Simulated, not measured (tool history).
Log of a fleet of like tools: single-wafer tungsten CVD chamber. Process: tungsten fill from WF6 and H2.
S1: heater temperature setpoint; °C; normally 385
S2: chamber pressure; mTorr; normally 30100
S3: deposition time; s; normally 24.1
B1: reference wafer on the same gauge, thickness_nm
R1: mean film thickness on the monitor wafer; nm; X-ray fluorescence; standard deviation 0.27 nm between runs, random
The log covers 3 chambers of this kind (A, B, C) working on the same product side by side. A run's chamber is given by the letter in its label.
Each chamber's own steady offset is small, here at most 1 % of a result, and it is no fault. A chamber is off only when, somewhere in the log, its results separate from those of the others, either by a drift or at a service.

| run | day | S1 | S2 | S3 | B1 | R1 |
|---|---|---|---|---|---|---|
| 1A | 0.325 | 385 | 30100 | 24.1 | 48.922 | 52.658 |
| 2C | 0.642 | 385 | 30100 | 24.1 | 48.902 | 52.839 |
| 3B | 0.929 | 385 | 30100 | 24.1 | 48.872 | 52.302 |
| 4B | 1.15 | 385 | 30100 | 24.1 | 48.874 | 52.359 |
| 5A | 1.508 | 385 | 30100 | 24.1 | 48.875 | 52.545 |
| 6C | 1.671 | 385 | 30100 | 24.1 | 48.92 | 53.073 |
| 7B | 2.025 | 385 | 30100 | 24.1 | 48.909 | 52.457 |
| 8C | 2.308 | 385 | 30100 | 24.1 | 48.915 | 52.38 |
| 9A | 2.562 | 395 | 30100 | 24.1 | 48.938 | 63.825 |
| 10B | 2.867 | 395 | 30100 | 24.1 | 48.854 | 63.145 |
| 11C | 3.033 | 395 | 30100 | 24.1 | 48.899 | 63.918 |
| 12A | 3.208 | 392 | 30100 | 24.1 | 48.917 | 60.579 |
| 13A | 3.421 | 392 | 30100 | 24.1 | 48.894 | 60.082 |
| 14B | 3.671 | 392 | 30100 | 24.1 | 48.883 | 59.954 |
| 15C | 3.888 | 385 | 30100 | 24.1 | 48.974 | 53.332 |
| 16A | 4.054 | 385 | 30100 | 24.1 | 48.948 | 52.533 |
| 17B | 4.288 | 385 | 30100 | 24.1 | 48.861 | 52.489 |
| 18C | 4.592 | 385 | 30100 | 24.1 | 48.911 | 53.394 |
| 19B | 4.812 | 385 | 30100 | 24.1 | 48.956 | 52.95 |
| 20C | 5.171 | 385 | 30100 | 24.1 | 48.921 | 53.655 |
| 21A | 5.454 | 385 | 30100 | 24.1 | 48.9 | 52.191 |
| 22A | 5.804 | 392 | 30100 | 27.7 | 48.835 | 70.022 |
| 23B | 6.162 | 392 | 30100 | 27.7 | 48.959 | 68.645 |
| 24C | 6.392 | 392 | 30100 | 27.7 | 48.9 | 71.498 |
| 25B | 6.575 | 385 | 30100 | 24.1 | 48.864 | 52.568 |
| 26A | 6.75 | 385 | 34200 | 28.6 | 48.884 | 66.949 |
| 27C | 7 | 385 | 34200 | 28.6 | 48.889 | 68.84 |
| 28A | 7.3 | 385 | 34200 | 28.6 | 48.919 | 65.804 |
| 29C | 7.462 | 385 | 30100 | 24.1 | 48.887 | 54.368 |
| 30B | 7.746 | 385 | 30100 | 24.1 | 48.887 | 52.47 |
| 31A | 7.908 | 385 | 30100 | 24.1 | 48.917 | 52.557 |
| 32C | 8.175 | 385 | 30100 | 24.1 | 48.89 | 54.331 |
| 33B | 8.525 | 385 | 30100 | 24.1 | 48.899 | 52.375 |
| 34A | 8.862 | 385 | 30100 | 24.1 | 48.889 | 52.719 |
| 35B | 9.054 | 385 | 30100 | 24.1 | 48.947 | 52.793 |
| 36C | 9.3 | 385 | 30100 | 24.1 | 48.889 | 54.752 |
| 37C | 9.483 | 385 | 30100 | 24.1 | 48.876 | 54.616 |

All chambers now run identical settings, listed one chamber a line with results as question marks. What results will each chamber show?
| 38A | 9.746 | 394 | 30100 | 24.1 |  | ? |
| 38B | 9.746 | 394 | 30100 | 24.1 |  | ? |
| 38C | 9.746 | 394 | 30100 | 24.1 |  | ? |

| run | R1 |
|---|---|
| 38A | 63.068 |
| 38B | 62.701 |
| 38C | 65.281 |

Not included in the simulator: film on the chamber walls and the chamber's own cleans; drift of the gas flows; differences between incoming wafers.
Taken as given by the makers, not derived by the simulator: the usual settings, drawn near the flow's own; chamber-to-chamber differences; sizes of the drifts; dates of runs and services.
